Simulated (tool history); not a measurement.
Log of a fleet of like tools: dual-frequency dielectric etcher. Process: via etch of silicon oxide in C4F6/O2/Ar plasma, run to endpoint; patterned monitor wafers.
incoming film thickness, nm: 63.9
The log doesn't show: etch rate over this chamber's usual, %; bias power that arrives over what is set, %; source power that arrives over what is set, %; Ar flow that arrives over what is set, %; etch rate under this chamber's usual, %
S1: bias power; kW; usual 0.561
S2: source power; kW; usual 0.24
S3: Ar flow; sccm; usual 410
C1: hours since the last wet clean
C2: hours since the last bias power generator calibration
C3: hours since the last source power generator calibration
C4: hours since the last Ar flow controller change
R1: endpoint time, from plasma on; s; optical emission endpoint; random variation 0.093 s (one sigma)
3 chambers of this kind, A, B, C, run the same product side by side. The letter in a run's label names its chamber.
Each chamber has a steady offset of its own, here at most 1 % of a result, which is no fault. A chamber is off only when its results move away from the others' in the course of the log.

| run | hour | S1 | S2 | S3 | C1 | C2 | C3 | C4 | R1 |
|---|---|---|---|---|---|---|---|---|---|
| 1B | 5.5 | 0.561 | 0.24 | 410 | 412.2 | 471 | 2281.7 | 3796.4 | 17.004 |
| 2A | 9.6 | 0.561 | 0.24 | 410 | 366.2 | 2240.3 | 2178.5 | 3016.4 | 16.904 |
| 3C | 13.5 | 0.561 | 0.24 | 410 | 202.9 | 1915.3 | 788.8 | 3501.1 | 16.615 |
| 4C | 17.5 | 0.561 | 0.24 | 410 | 206.9 | 1919.3 | 792.8 | 3505.1 | 16.724 |
| 5A | 23.1 | 0.561 | 0.24 | 410 | 379.7 | 2253.8 | 2192 | 3029.9 | 17.065 |
| 6B | 26.2 | 0.561 | 0.24 | 410 | 432.9 | 491.7 | 2302.4 | 3817.1 | 16.764 |
| 7A | 31.4 | 0.561 | 0.24 | 410 | 388 | 2262.1 | 2200.3 | 3038.2 | 16.901 |
| 8B | 35.8 | 0.561 | 0.24 | 410 | 442.5 | 501.3 | 2312 | 3826.7 | 16.813 |
| 9C | 40 | 0.561 | 0.24 | 410 | 229.4 | 1941.8 | 815.3 | 3527.6 | 16.487 |
| 10C | 45.1 | 0.561 | 0.24 | 410 | 234.5 | 1946.9 | 820.4 | 3532.7 | 16.715 |
| 11A | 49.6 | 0.561 | 0.24 | 410 | 406.2 | 2280.3 | 2218.5 | 3056.4 | 16.954 |
|  | 51.7 | chamber B: wet clean of the chamber |
| 12B | 54.7 | 0.561 | 0.24 | 410 | 3.1 | 520.2 | 2330.9 | 3845.6 | 17.49 |
| 13C | 60.3 | 0.561 | 0.24 | 410 | 249.7 | 1962.1 | 835.6 | 3547.9 | 16.504 |
| 14B | 64.5 | 0.497 | 0.24 | 410 | 12.9 | 530 | 2340.7 | 3855.4 | 18.572 |
| 15A | 67.5 | 0.497 | 0.24 | 410 | 424.1 | 2298.2 | 2236.4 | 3074.3 | 17.773 |
| 16A | 72.2 | 0.497 | 0.24 | 410 | 428.8 | 2302.9 | 2241.1 | 3079 | 17.628 |
| 17C | 77.1 | 0.561 | 0.24 | 410 | 266.5 | 1978.9 | 852.4 | 3564.7 | 16.729 |
| 18B | 80.3 | 0.561 | 0.24 | 410 | 28.7 | 545.8 | 2356.5 | 3871.2 | 17.554 |
| 19B | 85.5 | 0.561 | 0.24 | 410 | 33.9 | 551 | 2361.7 | 3876.4 | 17.735 |
| 20A | 90.2 | 0.561 | 0.24 | 410 | 446.8 | 2320.9 | 2259.1 | 3097 | 16.948 |
| 21C | 94.8 | 0.561 | 0.24 | 410 | 284.2 | 1996.6 | 870.1 | 3582.4 | 16.59 |
| 22A | 99.5 | 0.678 | 0.27 | 410 | 456.1 | 2330.2 | 2268.4 | 3106.3 | 15.055 |
| 23C | 104.5 | 0.678 | 0.27 | 410 | 293.9 | 2006.3 | 879.8 | 3592.1 | 14.881 |
| 24B | 107.9 | 0.678 | 0.27 | 410 | 56.3 | 573.4 | 2384.1 | 3898.8 | 15.513 |
| 25C | 110.8 | 0.561 | 0.24 | 410 | 300.2 | 2012.6 | 886.1 | 3598.4 | 16.605 |
| 26A | 113.7 | 0.561 | 0.24 | 410 | 470.3 | 2344.4 | 2282.6 | 3120.5 | 17.021 |
| 27B | 117.5 | 0.561 | 0.24 | 410 | 65.9 | 583 | 2393.7 | 3908.4 | 17.412 |
| 28C | 120.7 | 0.561 | 0.24 | 410 | 310.1 | 2022.5 | 896 | 3608.3 | 16.452 |
| 29A | 125.5 | 0.561 | 0.24 | 410 | 482.1 | 2356.2 | 2294.4 | 3132.3 | 17.031 |
| 30B | 130.9 | 0.561 | 0.24 | 410 | 79.3 | 596.4 | 2407.1 | 3921.8 | 17.53 |
| 31A | 136 | 0.561 | 0.24 | 410 | 492.6 | 2366.7 | 2304.9 | 3142.8 | 16.945 |

Is one chamber off against the others, does the gauge drift, or is nothing wrong? If a chamber is off, say which, and what the likeliest cause is.

A service left chamber B off against the others.
Cause: etch rate under this chamber's usual, % = 4.1.

Here are 4 candidates for chamber B's next run, each the usual settings with a change, their results left as question marks. Which one brings its results back in line with what the others give on the usual settings?
In line means no further than this from the other chambers' mean on the usual settings: R1 0.33 s
| 32B-1 | 140 | 0.561 | 0.24 | 379 |  |  |  |  | ? |
| 32B-2 | 140 | 0.555 | 0.24 | 411 |  |  |  |  | ? |
| 32B-3 | 140 | 0.561 | 0.24 | 267 |  |  |  |  | ? |
| 32B-4 | 140 | 0.499 | 0.24 | 410 |  |  |  |  | ? |

The other chambers' mean on the usual settings: R1 16.809 s
| run | R1 |
|---|---|
| 32B-1 | 17.409 |
| 32B-2 | 17.638 |
| 32B-3 | 16.753 |
| 32B-4 | 18.376 |
32B-3 brings the chamber back in line.

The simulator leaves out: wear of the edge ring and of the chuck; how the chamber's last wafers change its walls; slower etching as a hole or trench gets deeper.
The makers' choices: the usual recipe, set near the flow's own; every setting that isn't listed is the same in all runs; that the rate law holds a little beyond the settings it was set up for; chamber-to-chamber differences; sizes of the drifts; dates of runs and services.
